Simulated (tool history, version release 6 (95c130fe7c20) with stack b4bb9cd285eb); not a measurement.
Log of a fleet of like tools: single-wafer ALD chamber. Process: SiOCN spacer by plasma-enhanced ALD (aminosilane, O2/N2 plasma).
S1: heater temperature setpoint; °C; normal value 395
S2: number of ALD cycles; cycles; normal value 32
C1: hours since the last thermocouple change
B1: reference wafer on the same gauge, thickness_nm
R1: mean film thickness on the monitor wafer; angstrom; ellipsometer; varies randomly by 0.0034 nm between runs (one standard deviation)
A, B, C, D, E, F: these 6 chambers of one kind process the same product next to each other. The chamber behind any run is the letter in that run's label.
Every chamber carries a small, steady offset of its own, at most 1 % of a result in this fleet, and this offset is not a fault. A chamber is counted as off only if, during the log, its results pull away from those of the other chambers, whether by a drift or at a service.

run,hour,S1,S2,C1,B1,R1
1B,5.3,395,32,1331,2.1699,19.264
2F,12.2,395,32,734.6,2.1692,19.214
3D,18.3,395,32,1387.9,2.1699,19.274
4E,24.6,395,32,862.8,2.1688,19.374
5A,31.3,395,35,382.7,2.1675,20.898
6C,35.6,395,35,1887.5,2.1683,20.984
7B,40.7,395,35,1366.4,2.1665,21.009
8C,44.7,395,35,1896.6,2.1669,20.962
# hour 44.8: chamber B: thermocouple changed; heater temperature recalibrated
9E,49.2,395,35,887.4,2.1662,21.115
10F,55.2,395,35,777.6,2.1655,20.98
11A,62.4,395,32,413.8,2.1643,19.013
12D,66.2,395,32,1435.8,2.1649,19.173
13E,70.7,395,32,908.9,2.1648,19.327
14D,74.2,395,32,1443.8,2.1643,19.21
15C,79.9,395,32,1931.8,2.1634,19.163
16F,84.7,395,32,807.1,2.1631,19.123
17B,89.7,395,32,45,2.1646,19.183
18A,94.9,395,32,446.3,2.163,19.075
19D,98.9,395,32,1468.5,2.1628,19.187
20F,102.7,386,29,825.1,2.1633,17.406
21C,110.3,386,29,1962.2,2.162,17.383
22A,115.7,386,29,467.1,2.1616,17.301
23B,121.7,386,29,77,2.1613,17.327
24E,128.3,386,29,966.5,2.1613,17.474
25D,134.3,386,29,1503.9,2.161,17.386
26B,139.9,395,32,95.2,2.16,19.213
27A,144.6,395,32,496,2.1597,19.115
28E,151.7,395,32,989.9,2.1581,19.238
29C,156.6,387,36,2008.5,2.1586,21.474
30F,160.5,387,36,882.9,2.1578,21.489
31F,164.2,387,36,886.6,2.1578,21.533
32E,167.8,387,36,1006,2.1573,21.723
33B,173.9,387,36,129.2,2.1575,21.552
34A,180.8,387,36,532.2,2.1568,21.366
35C,184.5,395,32,2036.4,2.1564,19.05
36D,189.3,395,32,1558.9,2.1562,19.131
37D,195.5,395,32,1565.1,2.1554,19.148
38B,201.3,395,32,156.6,2.1553,19.138
39C,208.5,395,32,2060.4,2.1555,19.09

Is one chamber out of step, is the gauge drifting, or do the chambers differ by no more than their own small offsets? For an off chamber, give its letter and the likeliest cause.

None of the chambers is off. What moves is the gauge, dragging all their readings along together.
Likeliest cause: gauge reads low (%) = 0.718.
